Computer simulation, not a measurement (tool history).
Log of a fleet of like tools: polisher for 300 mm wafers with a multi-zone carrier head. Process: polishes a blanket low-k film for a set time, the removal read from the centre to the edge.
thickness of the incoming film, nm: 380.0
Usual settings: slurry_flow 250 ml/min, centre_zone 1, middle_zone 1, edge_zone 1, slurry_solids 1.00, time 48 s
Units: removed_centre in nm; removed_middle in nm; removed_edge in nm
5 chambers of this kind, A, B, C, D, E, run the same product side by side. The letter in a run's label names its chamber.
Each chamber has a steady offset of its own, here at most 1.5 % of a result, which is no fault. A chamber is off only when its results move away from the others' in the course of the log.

run   hour  slurry_flow  centre_zone  middle_zone  edge_zone  slurry_solids  time  wafers polished on this pad  hours since the slurry nozzle was cleaned  hours since the centre zone pressure was calibrated  hours since the edge zone pressure was calibrated  removed_centre  removed_middle  removed_edge
 1D   11.1          250            1            1          1           1.00    48                          316                                       17.9                                                192.6                                              267.1          16.258          15.997        16.323
 2A   19.4          250            1            1          1           1.00    48                         1093                                       39.5                                                575.5                                             1081.8          16.397          16.336        16.353
 3E   24.8          250            1            1          1           1.00    48                          757                                      377.3                                                192.0                                              147.7          16.110          16.236        16.125
      30.6  -- chamber A: worn pad replaced by a new one
      32.7  -- chamber B: edge zone pressure recalibrated
 4C   32.8          250            1            1          1           1.00    48                         1028                                      482.6                                                137.7                                              200.5          16.267          16.515        16.542
 5B   38.9          250            1            1          1           1.00    48                         1359                                      599.1                                                126.8                                                6.2          16.351          16.122        16.355
      46.2  -- chamber D: worn pad replaced by a new one
 6D   48.7          250            1            1          1           1.00    48                           35                                       55.5                                                230.2                                              304.7          16.297          15.922        16.470
      50.5  -- chamber C: worn pad replaced by a new one
      53.2  -- chamber B: worn pad replaced by a new one
 7C   54.5          250            1            1          1           1.00    48                           56                                      504.3                                                159.4                                              222.2          16.091          16.689        16.549
      56.7  -- chamber A: centre zone pressure recalibrated
 8B   61.2          185            1            1          1           0.85    48                          111                                      621.4                                                149.1                                               28.5          14.223          14.483        14.412
 9A   71.1          185            1            1          1           0.85    48                          559                                       91.2                                                 14.4                                             1133.5          14.403          14.462        14.413
10E   78.8          185            1            1          1           0.85    48                         1503                                      431.3                                                246.0                                              201.7          14.127          14.246        14.314
      79.7  -- chamber E: worn pad replaced by a new one
11C   86.1          185            1            1          1           0.85    48                          492                                      535.9                                                191.0                                              253.8          14.253          14.708        14.871
12D   95.1          185            1            1          1           0.85    48                          676                                      101.9                                                276.6                                              351.1          14.180          14.282        14.679
      98.3  -- chamber B: slurry nozzle cleaned
13B  100.1          250            1            1          1           1.00    48                          648                                        1.9                                                188.0                                               67.4          16.187          16.281        16.411
     102.2  -- chamber D: worn pad replaced by a new one
14A  107.8          250            1            1          1           1.00    48                         1066                                      127.9                                                 51.1                                             1170.2          16.290          16.302        16.199
15E  118.9          250            1            1          1           1.00    48                          541                                      471.4                                                286.1                                              241.8          15.973          16.249        16.158
16D  128.6          250            1            1          1           1.00    48                          364                                      135.4                                                310.1                                              384.6          16.159          16.600        16.301
17E  138.8          250            1            1          1           1.00    48                          816                                      491.3                                                306.0                                              261.7          15.722          16.584        15.942
     140.2  -- chamber A: worn pad replaced by a new one
18A  146.4          250            1            1          1           1.00    48                           86                                      166.5                                                 89.7                                             1208.8          16.240          15.762        16.407
     150.4  -- chamber C: worn pad replaced by a new one
19B  152.4          250            1            1          1           1.00    48                         1371                                       54.2                                                240.3                                              119.7          15.846          16.063        16.265
     158.3  -- chamber D: worn pad replaced by a new one
20C  160.2          250            1            1          1           1.00    48                          135                                      610.0                                                265.1                                              327.9          16.452          16.511        16.304
21D  168.6          330            1            1          1           1.00    48                          143                                      175.4                                                350.1                                              424.6          16.727          16.286        16.753
     168.7  -- chamber E: worn pad replaced by a new one
     169.0  -- chamber B: worn pad replaced by a new one
     176.3  -- chamber D: edge zone pressure recalibrated
22A  178.1          330            1            1          1           1.00    48                          524                                      198.2                                                121.4                                             1240.5          16.779          16.141        16.765
23C  187.6          330            1            1          1           1.00    48                          514                                      637.4                                                292.5                                              355.3          16.833          17.170        16.723
24B  198.2          330            1            1          1           1.00    48                          403                                      100.0                                                286.1                                              165.5          15.877          16.750        16.689
     202.0  -- chamber E: centre zone pressure recalibrated
25E  203.2          330            1            1          1           1.00    48                          476                                      555.7                                                  1.3                                              326.1          16.719          16.735        16.309
     205.7  -- chamber D: worn pad replaced by a new one
26B  213.5          250            1            1          1           1.00    48                          614                                      115.3                                                301.4                                              180.8          15.527          16.170        16.595
27D  223.7          250            1            1          1           1.00    48                          248                                      230.5                                                405.2                                               47.5          16.327          16.314        16.449
     228.5  -- chamber D: slurry nozzle cleaned
28E  229.1          250            1            1          1           1.00    48                          834                                      581.6                                                 27.2                                              352.0          16.109          16.040        16.395
     237.6  -- chamber A: worn pad replaced by a new one
29C  240.1          250            1            1          1           1.00    48                         1239                                      689.9                                                345.0                                              407.8          16.181          16.309        16.585
     242.4  -- chamber C: worn pad replaced by a new one
30A  248.3          185            1            1          1           1.00    48                          148                                      268.4                                                191.6                                             1310.7          15.609          15.808        15.398
     249.6  -- chamber E: slurry nozzle cleaned
31C  254.4          185            1            1          1           1.00    48                          165                                      704.2                                                359.3                                              422.1          15.556          15.865        16.064
     259.8  -- chamber E: worn pad replaced by a new one
32D  263.0          185            1            1          1           1.00    48                          791                                       34.6                                                444.5                                               86.8          15.612          15.972        15.945
33E  272.0          185            1            1          1           1.00    48                          168                                       22.4                                                 70.1                                              394.9          15.476          15.182        15.705
34A  277.0          185            1            1          1           1.00    48                          544                                      297.1                                                220.3                                             1339.4          15.337          15.060        15.420

Next, every chamber runs the same settings. What will each give?
35A  285.0          205            1            1          1           1.00    48                                                                                                                                                                                               ?               ?             ?
35B  285.0          205            1            1          1           1.00    48                                                                                                                                                                                               ?               ?             ?
35C  285.0          205            1            1          1           1.00    48                                                                                                                                                                                               ?               ?             ?
35D  285.0          205            1            1          1           1.00    48                                                                                                                                                                                               ?               ?             ?
35E  285.0          205            1            1          1           1.00    48                                                                                                                                                                                               ?               ?             ?

run  removed_centre  removed_middle  removed_edge
35A          15.684          15.312        16.023
35B          14.468          15.529        16.199
35C          15.749          15.817        16.111
35D          15.967          16.431        16.173
35E          15.680          15.751        16.221

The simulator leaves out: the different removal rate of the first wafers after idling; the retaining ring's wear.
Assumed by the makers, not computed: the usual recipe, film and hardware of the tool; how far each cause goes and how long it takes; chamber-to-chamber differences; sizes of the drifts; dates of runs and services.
